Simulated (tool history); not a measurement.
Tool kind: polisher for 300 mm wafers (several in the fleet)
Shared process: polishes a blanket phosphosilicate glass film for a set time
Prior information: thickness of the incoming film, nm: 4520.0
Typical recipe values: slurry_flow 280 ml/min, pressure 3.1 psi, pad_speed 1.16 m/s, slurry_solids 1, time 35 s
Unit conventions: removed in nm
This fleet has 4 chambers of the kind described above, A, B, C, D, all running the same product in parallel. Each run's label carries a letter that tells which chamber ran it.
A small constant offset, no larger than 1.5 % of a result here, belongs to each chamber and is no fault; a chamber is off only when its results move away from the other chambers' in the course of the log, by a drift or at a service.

run	hour	slurry_flow	pressure	pad_speed	slurry_solids	time	wafers polished on this pad	hours since the slurry nozzle was cleaned	hours since the head pressure was calibrated	hours since the slurry blender was calibrated	hours since the conditioning disc was replaced	removed
1D	8.8	280	3.1	1.16	1	35	315	188.1	463.5	130.1	89	361.74
# hour 12: chamber B: slurry nozzle cleaned
# hour 12.8: chamber A: slurry nozzle cleaned
2B	20.2	280	3.1	1.16	1	35	772	8.3	67.8	139.9	67.6	365.64
# hour 21.3: chamber C: conditioning disc replaced and pad reconditioned
3A	29.3	280	3.1	1.16	1	35	709	16.5	273.1	30.3	214.6	363.26
# hour 32: chamber B: worn pad replaced by a new one
# hour 35.6: chamber D: slurry blender recalibrated
# hour 39.1: chamber A: worn pad replaced by a new one
4C	40.7	280	3.1	1.16	1	35	1328	175.8	158.2	243.3	19.4	352.2
# hour 42.4: chamber A: conditioning disc replaced and pad reconditioned
# hour 48.9: chamber C: worn pad replaced by a new one
5C	52.6	280	3.1	1.16	1	35	50	187.7	170.1	255.2	31.3	355.13
# hour 59.9: chamber C: slurry blender recalibrated
6A	61	280	3.1	1.16	1	35	299	48.2	304.8	62	18.6	365.59
7B	68.9	280	3.1	1.16	1	35	505	57	116.5	188.6	116.3	359.1
8D	75.9	280	3.1	1.16	1	35	1232	255.2	530.6	40.4	156.1	355.93
# hour 78.3: chamber B: conditioning disc replaced and pad reconditioned
9B	85.9	280	3.1	1.16	1	35	737	74	133.5	205.6	7.7	359.36
# hour 86: chamber D: worn pad replaced by a new one
10D	95.8	280	2.4	0.94	1	35	133	275.1	550.5	60.3	176	238.62
# hour 103.4: chamber A: worn pad replaced by a new one
# hour 103.5: chamber B: worn pad replaced by a new one
11C	107.2	280	2.4	0.94	1	35	796	242.3	224.7	47.3	85.9	229.07
12A	118.1	280	2.4	0.94	1	35	201	105.3	361.9	119.1	75.7	232.69
13A	127.8	280	2.4	0.94	1	35	334	115	371.6	128.8	85.4	235.2
# hour 139.5: chamber D: slurry nozzle cleaned
14C	140.7	280	3.1	1.16	1	35	1254	275.8	258.2	80.8	119.4	353.95
# hour 144.7: chamber C: worn pad replaced by a new one
# hour 150.1: chamber C: conditioning disc replaced and pad reconditioned
15B	152.3	280	3.1	1.16	1	35	667	140.4	199.9	272	74.1	350.57
16D	165.2	280	3.1	1.16	1	35	1082	25.7	619.9	129.7	245.4	348.58
# hour 166.8: chamber D: worn pad replaced by a new one
17A	174.7	280	3.1	1.16	1	35	975	161.9	418.5	175.7	132.3	360.36
# hour 176.2: chamber B: worn pad replaced by a new one
# hour 176.5: chamber A: worn pad replaced by a new one
18B	187.9	280	3.1	1.16	1	35	160	176	235.5	307.6	109.7	344.71
# hour 193.1: chamber B: conditioning disc replaced and pad reconditioned
19C	198.3	280	3.1	1.16	1	35	733	333.4	315.8	138.4	48.3	361.44
20D	205.6	280	3.1	1.16	1	35	531	66.1	660.3	170.1	285.8	349.07
21D	212.1	225	4	1.16	1	35	620	72.6	666.8	176.6	292.3	434.6
# hour 217.6: chamber A: head pressure recalibrated
22B	221.3	225	4	1.16	1	35	617	209.4	268.9	341	28.2	444.28
# hour 227.4: chamber A: conditioning disc replaced and pad reconditioned
23C	230.4	225	4	1.16	1	35	1172	365.5	347.9	170.5	80.4	456.63
# hour 230.7: chamber B: worn pad replaced by a new one
# hour 233.8: chamber C: worn pad replaced by a new one
# hour 236.9: chamber D: slurry blender recalibrated
24A	238.9	225	4	1.16	1	35	852	226.1	21.3	239.9	11.5	461.95
# hour 243.1: chamber A: worn pad replaced by a new one
25D	250	280	3.1	1.16	1	35	1138	110.5	704.7	13.1	330.2	361.88
# hour 255.4: chamber D: worn pad replaced by a new one
26C	258	280	3.1	1.16	1	35	331	393.1	375.5	198.1	108	358.09
# hour 265.6: chamber C: conditioning disc replaced and pad reconditioned
27B	268.7	280	3.1	1.16	1	35	519	256.8	316.3	388.4	75.6	342.62
28A	281.8	280	3.1	1.16	1	35	529	269	64.2	282.8	54.4	361.67
# hour 288.9: chamber C: head pressure recalibrated
29A	291.1	280	3.1	1.16	1	35	656	278.3	73.5	292.1	63.7	364.82
30C	298.7	280	3.1	1.16	1	35	887	433.8	9.9	238.8	33.1	353.42
# hour 303.7: chamber B: worn pad replaced by a new one
31D	306.5	280	3.1	1.16	1	35	699	167	761.2	69.6	386.7	355.74
# hour 313.5: chamber B: conditioning disc replaced and pad reconditioned
32B	319.8	280	2.7	1.3	1	35	221	307.9	367.4	439.5	6.4	305.5

Is one chamber off against the others, does the gauge drift, or is nothing wrong? If a chamber is off, say which, and what the likeliest cause is.

Little by little, chamber B moves away from the other chambers.
Likeliest cause: abrasive missing from the slurry, % = 20.1.
The log may not separate it from: head's pressure below its setpoint, %.

Below are 4 candidate recipes for chamber B's next run, each the usual settings with a change, their results shown as question marks. Which of them brings B's results back in line with what the other chambers give on the usual settings?
A result is in line if it is within this distance of the other chambers' mean on the usual settings: removed 15 nm
33B-1	330.7	280	3.2	1.2	1	36						?
33B-2	330.7	280	3.1	1.14	1	35						?
33B-3	330.7	280	2.9	1.12	1	35						?
33B-4	330.7	280	3.1	1.16	1	36						?

The mean the other chambers reach with the usual settings: removed 358.2 nm
run	removed
33B-1	356.05
33B-2	322.03
33B-3	297.03
33B-4	335.8
The answer is 33B-1, which returns the chamber to within the allowed miss of the others.
